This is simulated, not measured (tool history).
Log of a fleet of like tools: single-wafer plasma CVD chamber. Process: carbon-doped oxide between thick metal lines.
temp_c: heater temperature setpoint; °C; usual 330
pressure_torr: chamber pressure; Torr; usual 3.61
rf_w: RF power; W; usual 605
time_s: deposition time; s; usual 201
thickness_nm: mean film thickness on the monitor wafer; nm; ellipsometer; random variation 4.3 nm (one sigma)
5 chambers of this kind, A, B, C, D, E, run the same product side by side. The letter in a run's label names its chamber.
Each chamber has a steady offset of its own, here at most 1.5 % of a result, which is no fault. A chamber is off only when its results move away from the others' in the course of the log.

run,hour,temp_c,pressure_torr,rf_w,time_s,"read-back reference wafer on the same gauge, thickness_nm",thickness_nm
1E,13.1,330,3.61,605,201,1119.7,1141.4
2C,20.2,330,3.61,605,201,1119.8,1131.5
3B,27.7,330,3.61,605,201,1120.5,1149.0
4D,39.3,330,3.61,605,201,1119.0,1154.5
5A,49.8,330,3.61,535,201,1119.6,1068.5
6A,62.4,330,3.61,535,201,1119.6,1060.6
7C,71.9,330,3.61,535,201,1119.2,1054.7
8D,83.3,330,3.61,535,201,1120.4,1066.2
# hour 93.1: chamber E: RF generator calibrated
9E,96.9,330,3.61,535,201,1120.3,1064.7
10B,107.4,330,3.61,605,201,1120.8,1152.8
11D,114.9,330,3.61,605,201,1121.0,1148.1
12C,121.0,330,3.61,605,201,1120.6,1129.8
13B,133.1,330,3.61,605,201,1119.2,1150.8
14A,144.3,330,3.61,605,201,1120.0,1155.3
15E,155.9,330,3.61,605,201,1119.6,1147.0
16C,163.7,330,3.61,605,201,1119.3,1130.6
17A,177.3,330,3.61,605,201,1120.5,1154.5
18E,188.5,330,3.61,605,201,1119.9,1145.0
19D,199.8,330,3.61,665,201,1120.5,1214.5
20B,206.0,330,3.61,665,201,1121.9,1221.6
21D,213.0,330,3.61,665,201,1119.9,1221.6
22B,225.9,330,3.61,665,201,1120.0,1212.7
23E,235.1,330,3.61,665,201,1119.9,1213.8
24C,243.0,330,3.61,605,201,1119.5,1119.6
25A,251.8,330,3.61,605,201,1119.6,1158.5
26D,259.3,330,3.61,605,201,1120.3,1151.4
27C,271.6,330,3.61,605,201,1119.9,1113.0
28E,283.5,330,3.61,605,201,1121.6,1147.5
29A,293.6,330,3.61,535,201,1120.4,1074.3
# hour 301.9: chamber E: capacitance manometer re-zeroed and calibrated
30B,303.3,330,3.61,535,201,1119.4,1069.5
31C,311.9,330,3.61,535,201,1120.3,1025.5
32B,324.2,330,3.61,535,201,1119.4,1062.8
33D,330.9,330,3.61,535,201,1119.4,1058.3
34A,338.1,330,3.61,675,201,1119.8,1234.4
35E,345.9,330,3.61,675,201,1120.4,1231.5
36C,359.7,330,3.61,675,201,1119.4,1174.6
# hour 368.4: chamber D: RF generator calibrated
37E,369.5,330,3.61,675,201,1121.1,1230.3
38D,383.0,330,3.61,675,201,1119.5,1220.8
39B,393.0,330,3.61,605,201,1119.5,1142.8
40A,399.5,330,3.61,605,201,1119.7,1152.1
41E,407.1,330,3.61,605,201,1120.9,1154.8

All 5 chambers run these settings next. Forecast each chamber's results:
42A,417.1,330,3.61,605,201,,?
42B,417.1,330,3.61,605,201,,?
42C,417.1,330,3.61,605,201,,?
42D,417.1,330,3.61,605,201,,?
42E,417.1,330,3.61,605,201,,?

run,thickness_nm
42A,1149.2
42B,1145.3
42C,1086.5
42D,1149.7
42E,1149.9
